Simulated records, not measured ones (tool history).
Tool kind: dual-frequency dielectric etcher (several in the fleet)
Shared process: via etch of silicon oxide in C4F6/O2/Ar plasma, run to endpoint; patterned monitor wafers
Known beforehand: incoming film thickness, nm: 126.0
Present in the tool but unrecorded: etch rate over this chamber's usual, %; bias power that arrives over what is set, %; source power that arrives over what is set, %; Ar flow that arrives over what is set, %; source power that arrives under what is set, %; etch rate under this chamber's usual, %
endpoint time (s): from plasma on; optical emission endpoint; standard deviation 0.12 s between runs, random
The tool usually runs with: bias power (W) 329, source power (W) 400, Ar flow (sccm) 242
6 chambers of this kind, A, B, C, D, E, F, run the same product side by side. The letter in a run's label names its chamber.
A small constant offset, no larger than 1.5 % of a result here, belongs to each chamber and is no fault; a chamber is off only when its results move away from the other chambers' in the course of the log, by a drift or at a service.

run   hour  bias power (W)  source power (W)  Ar flow (sccm)  hours since the last wet clean  hours since the last bias power generator calibration  hours since the last source power generator calibration  hours since the last Ar flow controller change  endpoint time (s)
 1D    6.6             329               400             242                           467.6                                                  963.4                                                   1131.5                                          1680.4             32.122
 2E   12.6             329               400             242                           467.1                                                  217.9                                                    901.7                                          1849.6              31.81
 3C   20.9             329               400             242                           245.6                                                 2392.5                                                   1730.1                                           604.3             31.435
 4A   26.1             329               400             242                           120.9                                                 3487.8                                                   3086.2                                            2545             31.608
 5F   34.8             329               400             242                            49.7                                                 1414.2                                                     2730                                           713.4             31.719
 6B   41.3             329               400             242                           389.5                                                 1136.6                                                   2469.5                                          2019.1             31.442
 7B     47             329               400             242                           395.2                                                 1142.3                                                   2475.2                                          2024.8             31.562
 8D   57.1             329               400             242                           518.1                                                 1013.9                                                     1182                                          1730.9             31.761
 9E   64.6             329               400             242                           519.1                                                  269.9                                                    953.7                                          1901.6             31.803
10C   72.8             329               400             242                           297.5                                                 2444.4                                                     1782                                           656.2             31.215
11F   79.3             329               400             242                            94.2                                                 1458.7                                                   2774.5                                           757.9             31.564
12A     86             329               400             242                           180.8                                                 3547.7                                                   3146.1                                          2604.9             31.673
13D   95.9             329               400             242                           556.9                                                 1052.7                                                   1220.8                                          1769.7             31.894
     103.1  -- chamber E: wet clean of the chamber
14F  104.4             329               340             242                           119.3                                                 1483.8                                                   2799.6                                             783             33.549
15E  112.9             329               340             242                             9.8                                                  318.2                                                     1002                                          1949.9             33.583
16A  122.6             329               340             242                           217.4                                                 3584.3                                                   3182.7                                          2641.5              33.84
     128.4  -- chamber B: wet clean of the chamber
17B  129.8             329               340             242                             1.5                                                 1225.1                                                     2558                                          2107.6             31.977
18C  138.3             329               340             242                             363                                                 2509.9                                                   1847.5                                           721.7             33.341
19B  147.1             329               340             242                            18.8                                                 1242.4                                                   2575.3                                          2124.9              32.02
     151.9  -- chamber C: wet clean of the chamber
20F  156.2             329               400             242                           171.1                                                 1535.6                                                   2851.4                                           834.8             31.558
21A  160.9             329               400             242                           255.7                                                 3622.6                                                     3221                                          2679.8             31.483
22D  166.5             357               400             190                           627.5                                                 1123.3                                                   1291.4                                          1840.3             29.856
23E  171.8             357               400             190                            68.7                                                  377.1                                                   1060.9                                          2008.8             30.156
     180.6  -- chamber D: wet clean of the chamber
24C  182.3             357               400             190                            30.4                                                 2553.9                                                   1891.5                                           765.7             29.742
25D  190.1             357               400             190                             9.5                                                 1146.9                                                     1315                                          1863.9             30.157
26F    195             357               400             190                           209.9                                                 1574.4                                                   2890.2                                           873.6             30.061
27E  199.7             357               400             190                            96.6                                                    405                                                   1088.8                                          2036.7             29.966
28A  207.2             329               400             242                             302                                                 3668.9                                                   3267.3                                          2726.1             31.679
     215.9  -- chamber B: Ar flow controller replaced
29B  217.3             329               400             242                              89                                                 1312.6                                                   2645.5                                             1.5             29.994
30C  227.2             329               400             242                            75.3                                                 2598.8                                                   1936.4                                           810.6             31.606
31B  233.1             369               400             211                           104.8                                                 1328.4                                                   2661.3                                            17.3             28.335
32F  242.2             369               400             211                           257.1                                                 1621.6                                                   2937.4                                           920.8             30.023
33A  248.7             369               400             211                           343.5                                                 3710.4                                                   3308.8                                          2767.6             29.925
34E  258.2             369               400             211                           155.1                                                  463.5                                                   1147.3                                          2095.2             30.077
     263.4  -- chamber A: source power generator calibrated
35C  267.6             369               400             211                           115.7                                                 2639.2                                                   1976.8                                             851             29.677
36D  272.9             369               400             211                            92.3                                                 1229.7                                                   1397.8                                          1946.7             30.313
37A  281.7             329               400             242                           376.5                                                 3743.4                                                     18.4                                          2800.6             31.636
38B  290.1             329               400             242                           161.8                                                 1385.4                                                   2718.3                                            74.3             30.033

For the next run the whole fleet of 6 chambers uses the same settings. Give each chamber's results:
39A  297.9             367               400             242                                                                                                                                                                                                                  ?
39B  297.9             367               400             242                                                                                                                                                                                                                  ?
39C  297.9             367               400             242                                                                                                                                                                                                                  ?
39D  297.9             367               400             242                                                                                                                                                                                                                  ?
39E  297.9             367               400             242                                                                                                                                                                                                                  ?
39F  297.9             367               400             242                                                                                                                                                                                                                  ?

run  endpoint time (s)
39A             30.401
39B             28.934
39C              30.05
39D             30.744
39E             30.596
39F             30.445
